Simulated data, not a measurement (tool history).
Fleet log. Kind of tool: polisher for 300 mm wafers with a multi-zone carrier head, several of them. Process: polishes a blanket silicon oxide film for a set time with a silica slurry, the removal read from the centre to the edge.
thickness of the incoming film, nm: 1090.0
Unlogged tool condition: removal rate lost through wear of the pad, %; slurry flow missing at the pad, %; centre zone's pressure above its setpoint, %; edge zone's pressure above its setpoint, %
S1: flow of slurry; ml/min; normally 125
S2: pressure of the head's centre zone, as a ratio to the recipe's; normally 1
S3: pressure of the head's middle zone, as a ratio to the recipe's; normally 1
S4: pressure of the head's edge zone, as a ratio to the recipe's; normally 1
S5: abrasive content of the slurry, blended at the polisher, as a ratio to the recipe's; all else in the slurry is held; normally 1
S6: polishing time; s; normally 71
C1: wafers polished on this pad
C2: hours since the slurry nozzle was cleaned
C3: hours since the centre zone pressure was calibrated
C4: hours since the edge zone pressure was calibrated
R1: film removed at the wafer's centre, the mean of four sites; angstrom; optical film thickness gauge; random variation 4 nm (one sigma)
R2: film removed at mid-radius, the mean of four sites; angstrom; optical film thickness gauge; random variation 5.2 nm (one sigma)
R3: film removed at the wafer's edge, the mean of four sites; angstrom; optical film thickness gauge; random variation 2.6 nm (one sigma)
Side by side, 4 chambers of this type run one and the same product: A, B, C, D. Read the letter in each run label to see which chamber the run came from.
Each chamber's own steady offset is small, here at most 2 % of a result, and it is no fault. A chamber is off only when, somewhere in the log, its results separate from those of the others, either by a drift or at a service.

{"day": 0.125, "done": "chamber A: worn pad replaced by a new one"}
{"run": "1C", "day": 0.283, "S1": 125, "S2": 1, "S3": 1, "S4": 1, "S5": 1, "S6": 71, "C1": 577, "C2": 51.2, "C3": 667.7, "C4": 186.1, "R1": 3896.2, "R2": 3794.5, "R3": 3777}
{"run": "2B", "day": 0.625, "S1": 125, "S2": 1, "S3": 1, "S4": 1, "S5": 1, "S6": 71, "C1": 353, "C2": 116.1, "C3": 381.6, "C4": 233.2, "R1": 3851.6, "R2": 3705.3, "R3": 3814.2}
{"run": "3D", "day": 1.017, "S1": 125, "S2": 1, "S3": 1, "S4": 1, "S5": 1, "S6": 71, "C1": 1185, "C2": 574.6, "C3": 1077.4, "C4": 446.2, "R1": 3875.9, "R2": 3768.6, "R3": 3840.6}
{"day": 1.021, "done": "chamber D: slurry nozzle cleaned"}
{"run": "4A", "day": 1.312, "S1": 125, "S2": 1, "S3": 1, "S4": 1, "S5": 1, "S6": 71, "C1": 220, "C2": 482.5, "C3": 74.2, "C4": 356.7, "R1": 3903, "R2": 3944.1, "R3": 3828.5}
{"day": 1.358, "done": "chamber B: worn pad replaced by a new one"}
{"day": 1.517, "done": "chamber D: worn pad replaced by a new one"}
{"run": "5D", "day": 1.762, "S1": 125, "S2": 1, "S3": 1, "S4": 1, "S5": 1, "S6": 71, "C1": 45, "C2": 17.8, "C3": 1095.3, "C4": 464.1, "R1": 3797.6, "R2": 3919.5, "R3": 3842.2}
{"run": "6B", "day": 2.183, "S1": 125, "S2": 1, "S3": 1, "S4": 1, "S5": 1, "S6": 71, "C1": 153, "C2": 153.5, "C3": 419, "C4": 270.6, "R1": 3820.4, "R2": 3714.6, "R3": 3820.2}
{"run": "7C", "day": 2.508, "S1": 125, "S2": 1, "S3": 1, "S4": 1, "S5": 1, "S6": 71, "C1": 990, "C2": 104.6, "C3": 721.1, "C4": 239.5, "R1": 3787.8, "R2": 3933.7, "R3": 3818.3}
{"day": 2.779, "done": "chamber C: worn pad replaced by a new one"}
{"run": "8A", "day": 3.054, "S1": 125, "S2": 1, "S3": 1, "S4": 1, "S5": 1, "S6": 71, "C1": 543, "C2": 524.3, "C3": 116, "C4": 398.5, "R1": 3904, "R2": 3801.4, "R3": 3821.1}
{"run": "9A", "day": 3.329, "S1": 125, "S2": 1, "S3": 1, "S4": 1, "S5": 1, "S6": 71, "C1": 595, "C2": 530.9, "C3": 122.6, "C4": 405.1, "R1": 3908.8, "R2": 3762.6, "R3": 3858.8}
{"run": "10B", "day": 3.758, "S1": 125, "S2": 1, "S3": 1, "S4": 1, "S5": 1, "S6": 71, "C1": 446, "C2": 191.3, "C3": 456.8, "C4": 308.4, "R1": 3853.8, "R2": 3730.1, "R3": 3823.2}
{"day": 3.933, "done": "chamber D: centre zone pressure recalibrated"}
{"run": "11D", "day": 4.2, "S1": 125, "S2": 1, "S3": 1.09, "S4": 1, "S5": 1, "S6": 71, "C1": 498, "C2": 76.3, "C3": 6.5, "C4": 522.6, "R1": 3919.4, "R2": 4175.1, "R3": 3846.2}
{"day": 4.354, "done": "chamber B: worn pad replaced by a new one"}
{"run": "12C", "day": 4.488, "S1": 125, "S2": 1, "S3": 1.09, "S4": 1, "S5": 1, "S6": 71, "C1": 317, "C2": 152.1, "C3": 768.6, "C4": 287, "R1": 3808.9, "R2": 4120.6, "R3": 3862}
{"run": "13D", "day": 4.746, "S1": 125, "S2": 1, "S3": 1.09, "S4": 1, "S5": 1, "S6": 71, "C1": 599, "C2": 89.4, "C3": 19.6, "C4": 535.7, "R1": 3820.1, "R2": 4070.4, "R3": 3859.1}
{"run": "14C", "day": 5.183, "S1": 125, "S2": 1, "S3": 1.09, "S4": 1, "S5": 1, "S6": 71, "C1": 446, "C2": 168.8, "C3": 785.3, "C4": 303.7, "R1": 3835.2, "R2": 4090, "R3": 3800.1}
{"day": 5.308, "done": "chamber A: worn pad replaced by a new one"}
{"run": "15A", "day": 5.679, "S1": 125, "S2": 1, "S3": 1, "S4": 1, "S5": 1, "S6": 71, "C1": 68, "C2": 587.3, "C3": 179, "C4": 461.5, "R1": 3897.4, "R2": 3821.3, "R3": 3784.8}
{"run": "16B", "day": 5.942, "S1": 125, "S2": 1, "S3": 1, "S4": 1, "S5": 1, "S6": 71, "C1": 295, "C2": 243.7, "C3": 509.2, "C4": 360.8, "R1": 3792.9, "R2": 3741.5, "R3": 3824.3}
{"run": "17D", "day": 6.417, "S1": 125, "S2": 1, "S3": 1, "S4": 1, "S5": 1, "S6": 71, "C1": 909, "C2": 129.5, "C3": 59.7, "C4": 575.8, "R1": 3849.9, "R2": 3768.7, "R3": 3845.7}
{"run": "18C", "day": 6.75, "S1": 125, "S2": 1, "S3": 1, "S4": 1, "S5": 1, "S6": 71, "C1": 737, "C2": 206.4, "C3": 822.9, "C4": 341.3, "R1": 3894.8, "R2": 3891.3, "R3": 3855.8}
{"run": "19B", "day": 7.275, "S1": 125, "S2": 1, "S3": 1, "S4": 1, "S5": 1.3, "S6": 59, "C1": 542, "C2": 275.7, "C3": 541.2, "C4": 392.8, "R1": 3576.6, "R2": 3540.8, "R3": 3539.7}
{"run": "20A", "day": 7.662, "S1": 125, "S2": 1, "S3": 1, "S4": 1, "S5": 1.3, "S6": 59, "C1": 437, "C2": 634.9, "C3": 226.6, "C4": 509.1, "R1": 3586.9, "R2": 3523.2, "R3": 3537.3}
{"day": 7.762, "done": "chamber B: worn pad replaced by a new one"}
{"day": 7.779, "done": "chamber B: edge zone pressure recalibrated"}
{"day": 7.817, "done": "chamber C: worn pad replaced by a new one"}
{"run": "21B", "day": 8.138, "S1": 125, "S2": 1, "S3": 1, "S4": 1, "S5": 1.3, "S6": 59, "C1": 69, "C2": 296.4, "C3": 561.9, "C4": 8.6, "R1": 3586.3, "R2": 3622.1, "R3": 3519.7}
{"run": "22A", "day": 8.608, "S1": 125, "S2": 1, "S3": 1, "S4": 1, "S5": 1.3, "S6": 59, "C1": 612, "C2": 657.6, "C3": 249.3, "C4": 531.8, "R1": 3606.1, "R2": 3649.6, "R3": 3553.1}
{"run": "23D", "day": 8.862, "S1": 125, "S2": 1, "S3": 1, "S4": 1, "S5": 1, "S6": 71, "C1": 1363, "C2": 188.2, "C3": 118.4, "C4": 634.5, "R1": 3763.1, "R2": 3798.4, "R3": 3886.4}
{"day": 9.017, "done": "chamber D: worn pad replaced by a new one"}
{"run": "24C", "day": 9.179, "S1": 125, "S2": 1, "S3": 1, "S4": 1, "S5": 1, "S6": 71, "C1": 253, "C2": 264.7, "C3": 881.2, "C4": 399.6, "R1": 3860.1, "R2": 3866, "R3": 3835.8}
{"run": "25B", "day": 9.617, "S1": 125, "S2": 1, "S3": 1, "S4": 1, "S5": 1, "S6": 71, "C1": 344, "C2": 331.9, "C3": 597.4, "C4": 44.1, "R1": 3830, "R2": 3871.6, "R3": 3830.6}
{"run": "26C", "day": 9.95, "S1": 125, "S2": 1, "S3": 1, "S4": 1, "S5": 1, "S6": 71, "C1": 396, "C2": 283.2, "C3": 899.7, "C4": 418.1, "R1": 3840.8, "R2": 3752.9, "R3": 3841}
{"run": "27D", "day": 10.433, "S1": 125, "S2": 1, "S3": 1, "S4": 1, "S5": 1, "S6": 71, "C1": 263, "C2": 225.9, "C3": 156.1, "C4": 672.2, "R1": 3785.5, "R2": 3781.7, "R3": 3845}
{"run": "28A", "day": 10.688, "S1": 125, "S2": 1, "S3": 1, "S4": 1, "S5": 1, "S6": 71, "C1": 998, "C2": 707.5, "C3": 299.2, "C4": 581.7, "R1": 3940.9, "R2": 3778.6, "R3": 3776.7}

For the next run the whole fleet of 4 chambers uses the same settings. Give each chamber's results:
{"run": "29A", "day": 11.1, "S1": 125, "S2": 1, "S3": 1, "S4": 1, "S5": 1, "S6": 71, "R1": "?", "R2": "?", "R3": "?"}
{"run": "29B", "day": 11.1, "S1": 125, "S2": 1, "S3": 1, "S4": 1, "S5": 1, "S6": 71, "R1": "?", "R2": "?", "R3": "?"}
{"run": "29C", "day": 11.1, "S1": 125, "S2": 1, "S3": 1, "S4": 1, "S5": 1, "S6": 71, "R1": "?", "R2": "?", "R3": "?"}
{"run": "29D", "day": 11.1, "S1": 125, "S2": 1, "S3": 1, "S4": 1, "S5": 1, "S6": 71, "R1": "?", "R2": "?", "R3": "?"}

run=29A R1=3970.7 R2=3845.6 R3=3788.9
run=29B R1=3747.6 R2=3686.4 R3=3831.9
run=29C R1=3848 R2=3869.5 R3=3829.4
run=29D R1=3841.7 R2=3809.6 R3=3869.1

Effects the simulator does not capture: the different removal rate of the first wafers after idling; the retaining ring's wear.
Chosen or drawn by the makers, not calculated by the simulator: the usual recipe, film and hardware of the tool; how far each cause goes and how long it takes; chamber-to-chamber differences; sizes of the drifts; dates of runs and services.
